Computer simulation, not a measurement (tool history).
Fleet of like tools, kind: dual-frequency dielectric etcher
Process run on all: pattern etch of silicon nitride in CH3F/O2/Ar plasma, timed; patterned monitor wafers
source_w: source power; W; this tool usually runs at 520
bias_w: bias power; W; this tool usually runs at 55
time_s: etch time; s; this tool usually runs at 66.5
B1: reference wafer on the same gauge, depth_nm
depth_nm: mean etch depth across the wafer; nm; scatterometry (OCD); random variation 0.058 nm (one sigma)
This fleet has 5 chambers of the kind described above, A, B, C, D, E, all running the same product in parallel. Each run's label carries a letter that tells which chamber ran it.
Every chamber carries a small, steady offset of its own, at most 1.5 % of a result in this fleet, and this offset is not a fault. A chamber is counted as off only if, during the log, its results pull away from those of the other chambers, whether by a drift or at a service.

run 1D hour=2.8 | source_w=520 bias_w=55 time_s=66.5 | B1=53.102 | depth_nm=47.222
run 2A hour=7.5 | source_w=520 bias_w=55 time_s=66.5 | B1=53.117 | depth_nm=47.707
run 3C hour=10.4 | source_w=520 bias_w=55 time_s=66.5 | B1=53.102 | depth_nm=46.899
run 4B hour=16.2 | source_w=520 bias_w=55 time_s=66.5 | B1=53.122 | depth_nm=47.302
run 5E hour=18.9 | source_w=520 bias_w=55 time_s=66.5 | B1=53.123 | depth_nm=47.560
run 6E hour=21.9 | source_w=520 bias_w=67 time_s=66.5 | B1=53.131 | depth_nm=50.663
run 7B hour=25.8 | source_w=520 bias_w=67 time_s=66.5 | B1=53.127 | depth_nm=50.579
run 8A hour=28.4 | source_w=520 bias_w=67 time_s=66.5 | B1=53.136 | depth_nm=50.846
run 9C hour=32.3 | source_w=520 bias_w=67 time_s=66.5 | B1=53.139 | depth_nm=50.204
run 10D hour=36.2 | source_w=520 bias_w=67 time_s=66.5 | B1=53.154 | depth_nm=50.440
-- hour=37.9 chamber C: source power generator calibrated
run 11D hour=41.6 | source_w=520 bias_w=55 time_s=66.5 | B1=53.158 | depth_nm=47.363
run 12A hour=46.5 | source_w=520 bias_w=55 time_s=66.5 | B1=53.181 | depth_nm=47.711
run 13E hour=50.9 | source_w=520 bias_w=55 time_s=66.5 | B1=53.185 | depth_nm=47.654
run 14C hour=54.4 | source_w=520 bias_w=51 time_s=84.5 | B1=53.194 | depth_nm=58.412
run 15B hour=59.3 | source_w=520 bias_w=51 time_s=84.5 | B1=53.169 | depth_nm=58.937
run 16A hour=65.1 | source_w=520 bias_w=51 time_s=84.5 | B1=53.201 | depth_nm=59.370
run 17B hour=68.1 | source_w=520 bias_w=51 time_s=84.5 | B1=53.199 | depth_nm=58.828
run 18E hour=73.2 | source_w=520 bias_w=51 time_s=84.5 | B1=53.214 | depth_nm=59.039
run 19C hour=77.7 | source_w=520 bias_w=55 time_s=66.5 | B1=53.204 | depth_nm=47.132
run 20D hour=82.4 | source_w=520 bias_w=55 time_s=85.5 | B1=53.238 | depth_nm=60.941
run 21C hour=88.1 | source_w=520 bias_w=55 time_s=85.5 | B1=53.228 | depth_nm=60.456
run 22B hour=93.7 | source_w=520 bias_w=55 time_s=85.5 | B1=53.229 | depth_nm=61.033
-- hour=94.5 chamber E: wet clean of the chamber
run 23E hour=97.9 | source_w=520 bias_w=55 time_s=85.5 | B1=53.238 | depth_nm=61.218
run 24A hour=102.8 | source_w=520 bias_w=55 time_s=85.5 | B1=53.253 | depth_nm=61.501
run 25D hour=106.5 | source_w=520 bias_w=55 time_s=66.5 | B1=53.259 | depth_nm=47.437
run 26A hour=111.5 | source_w=520 bias_w=55 time_s=66.5 | B1=53.249 | depth_nm=47.766
run 27B hour=115.5 | source_w=520 bias_w=55 time_s=66.5 | B1=53.256 | depth_nm=47.526
run 28C hour=118.4 | source_w=520 bias_w=55 time_s=66.5 | B1=53.285 | depth_nm=47.029
run 29D hour=123.5 | source_w=520 bias_w=55 time_s=66.5 | B1=53.287 | depth_nm=47.512
run 30E hour=128.2 | source_w=520 bias_w=55 time_s=66.5 | B1=53.287 | depth_nm=47.704
-- hour=132.5 chamber D: wet clean of the chamber
run 31D hour=134.0 | source_w=590 bias_w=67 time_s=66.5 | B1=53.292 | depth_nm=52.949
run 32A hour=137.0 | source_w=590 bias_w=67 time_s=66.5 | B1=53.309 | depth_nm=53.461
run 33B hour=139.8 | source_w=590 bias_w=67 time_s=66.5 | B1=53.312 | depth_nm=53.116
run 34C hour=143.3 | source_w=590 bias_w=67 time_s=66.5 | B1=53.306 | depth_nm=52.747
run 35E hour=148.1 | source_w=590 bias_w=67 time_s=66.5 | B1=53.314 | depth_nm=53.300
run 36E hour=151.2 | source_w=520 bias_w=55 time_s=66.5 | B1=53.309 | depth_nm=47.695
run 37B hour=153.7 | source_w=520 bias_w=55 time_s=66.5 | B1=53.333 | depth_nm=47.489
run 38A hour=158.2 | source_w=520 bias_w=55 time_s=66.5 | B1=53.321 | depth_nm=47.862
run 39C hour=163.8 | source_w=520 bias_w=55 time_s=66.5 | B1=53.330 | depth_nm=47.151
run 40D hour=167.5 | source_w=520 bias_w=55 time_s=66.5 | B1=53.342 | depth_nm=47.498
run 41B hour=171.5 | source_w=520 bias_w=55 time_s=66.5 | B1=53.335 | depth_nm=47.550
run 42D hour=174.6 | source_w=520 bias_w=55 time_s=66.5 | B1=53.345 | depth_nm=47.599
run 43A hour=178.4 | source_w=420 bias_w=47 time_s=66.5 | B1=53.358 | depth_nm=41.853

The same settings go to every chamber for the next run, one line per chamber below. Forecast the results for each:
run 44A hour=182.6 | source_w=520 bias_w=55 time_s=80.5 | depth_nm=?
run 44B hour=182.6 | source_w=520 bias_w=55 time_s=80.5 | depth_nm=?
run 44C hour=182.6 | source_w=520 bias_w=55 time_s=80.5 | depth_nm=?
run 44D hour=182.6 | source_w=520 bias_w=55 time_s=80.5 | depth_nm=?
run 44E hour=182.6 | source_w=520 bias_w=55 time_s=80.5 | depth_nm=?

run=44A depth_nm=57.873
run=44B depth_nm=57.610
run=44C depth_nm=57.113
run=44D depth_nm=57.618
run=44E depth_nm=57.865
